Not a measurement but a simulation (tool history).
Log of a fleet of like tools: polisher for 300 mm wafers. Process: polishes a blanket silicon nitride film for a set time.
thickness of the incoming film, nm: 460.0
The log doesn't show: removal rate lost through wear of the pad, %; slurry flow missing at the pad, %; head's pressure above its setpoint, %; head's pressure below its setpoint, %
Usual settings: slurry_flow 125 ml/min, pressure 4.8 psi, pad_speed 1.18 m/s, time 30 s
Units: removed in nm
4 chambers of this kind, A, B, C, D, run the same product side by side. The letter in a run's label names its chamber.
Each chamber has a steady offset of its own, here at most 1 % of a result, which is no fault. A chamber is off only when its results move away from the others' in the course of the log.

run   hour  slurry_flow  pressure  pad_speed  time  wafers polished on this pad  hours since the slurry nozzle was cleaned  hours since the head pressure was calibrated  removed
 1A   11.2          125       4.8       1.18    30                          718                                      827.2                                         544.8   97.807
      17.5  -- chamber D: worn pad replaced by a new one
      18.2  -- chamber C: worn pad replaced by a new one
 2B   21.3          125       4.8       1.18    30                          571                                      249.4                                         164.8   96.386
 3D   32.4          125       4.8       1.18    30                          188                                      142.5                                         860.7   97.498
 4C   43.3          125       4.8       1.18    30                          316                                      619.9                                         484.3    97.01
      53.6  -- chamber A: worn pad replaced by a new one
 5B   53.7          125       4.8       1.18    30                          979                                      281.8                                         197.2   96.595
      54.8  -- chamber B: worn pad replaced by a new one
 6C   62.7          125       4.8       1.18    30                          560                                      639.3                                         503.7   97.046
 7A   75.1          125       4.8       1.18    38                          271                                      891.1                                         608.7   122.62
 8D   87.7          125       4.8       1.18    38                          885                                      197.8                                           916   122.39
 9A   94.3          125       4.8       1.18    38                          513                                      910.3                                         627.9   123.56
      99.3  -- chamber B: slurry nozzle cleaned
10D   99.9          125       4.8       1.18    38                         1038                                        210                                         928.2   124.02
     103.3  -- chamber A: slurry nozzle cleaned
11C  106.9          125       4.8       1.18    30                         1117                                      683.5                                         547.9   98.979
     107.7  -- chamber D: worn pad replaced by a new one
12B  117.1          125       4.8       1.18    30                          785                                       17.9                                         260.6   98.548
     123.2  -- chamber B: worn pad replaced by a new one
13C  123.8          125       4.8       1.18    30                         1330                                      700.4                                         564.8   99.576
     130.3  -- chamber C: worn pad replaced by a new one
14B  135.4          125       4.8       1.18    30                          154                                       36.2                                         278.9   95.872
15A  140.9          125       4.8       1.18    30                         1100                                       37.7                                         674.5   96.959
16D  152.6          125       4.8       1.18    30                          566                                      262.7                                         980.9   96.946
17C  160.4          125       6.4       1.18    30                          379                                        737                                         601.4   130.89
     165.9  -- chamber A: worn pad replaced by a new one
     168.4  -- chamber C: slurry nozzle cleaned
18B  172.1          125       6.4       1.18    30                          616                                       72.9                                         315.6   127.13
19A  178.1          125       6.4       1.18    30                          154                                       74.9                                         711.7    130.7
20D  185.1          125       6.4       1.18    30                          975                                      295.2                                        1013.4   129.26
     193.9  -- chamber D: worn pad replaced by a new one
21B  194.4          125       4.8       1.18    30                          897                                       95.2                                         337.9    94.68
     206.9  -- chamber B: worn pad replaced by a new one
22A  206.9          125       4.8       1.18    30                          517                                      103.7                                         740.5   97.696
23D  215.4          125       5.7       1.18    39                          271                                      325.5                                        1043.7   147.62
24C  221.1          125       5.7       1.18    39                         1143                                       52.7                                         662.1   149.81
25A  232.3          125       5.7       1.18    39                          837                                      129.1                                         765.9   151.42
26D  241.2          125       5.7       1.18    39                          596                                      351.3                                        1069.5    147.8
     246.8  -- chamber C: worn pad replaced by a new one
27B  253.5          125       4.8       1.18    30                          587                                      154.3                                           397   91.403
28C  261.8          125       4.8       1.18    30                          189                                       93.4                                         702.8     97.1
       270  -- chamber A: worn pad replaced by a new one
29D    274          125       4.8       1.18    30                         1009                                      384.1                                        1102.3   97.768
30C  282.5          160       4.8       1.18    30                          450                                      114.1                                         723.5   102.78
     289.7  -- chamber B: worn pad replaced by a new one
     293.9  -- chamber D: worn pad replaced by a new one
31A  293.9          160       4.8       1.18    30                          301                                      190.7                                         827.5   102.81
32B  302.5          160       4.8       1.18    30                          162                                      203.3                                           446   95.462
33B  312.7          160       4.8       1.18    30                          290                                      213.5                                         456.2   93.684
34C  322.5           85       3.1       1.18    30                          954                                      154.1                                         763.5   58.428
35D  328.9           85       3.1       1.18    30                          441                                        439                                        1157.2     57.3
36A  334.5           85       3.1       1.18    30                          812                                      231.3                                         868.1   57.849
37A  344.2           85       3.1       1.18    30                          934                                        241                                         877.8   57.307
38C  355.6          125       4.8       1.18    30                         1371                                      187.2                                         796.6   98.152
     357.4  -- chamber B: worn pad replaced by a new one
39D  363.5          125       4.8       1.18    30                          877                                      473.6                                        1191.8   96.099
     364.8  -- chamber C: worn pad replaced by a new one
40B  372.8          125       4.8       1.18    30                          194                                      273.6                                         516.3   88.001
41A  378.5          125       4.8       1.18    30                         1366                                      275.3                                         912.1   97.641
42C  384.3          125       4.8       1.18    30                          246                                      215.9                                         825.3   96.411

What goes on in this fleet: one chamber off, a drifting gauge, or nothing beyond the chambers' own small offsets? Name the chamber and the cause, if any.

Chamber B drifts away from the others.
Cause: head's pressure below its setpoint, % = 10.
The log may not tell that from: slurry flow missing at the pad, %.

Here are 4 candidates for chamber B's next run, each the usual settings with a change, their results left as question marks. Which one brings its results back in line with what the others give on the usual settings?
In line means no further than this from the other chambers' mean on the usual settings: removed 3 nm
43B-1  393.4          125       4.6       1.14    29                                                                                                                              ?
43B-2  393.4          125       4.8       1.18    34                                                                                                                              ?
43B-3  393.4          125       4.8       1.24    30                                                                                                                              ?
43B-4  393.4          125       4.6       1.18    30                                                                                                                              ?

The other chambers' mean on the usual settings: removed 97.605 nm
  run  removed
43B-1   78.907
43B-2   99.175
43B-3   90.996
43B-4   83.876
43B-2 brings the chamber back in line.
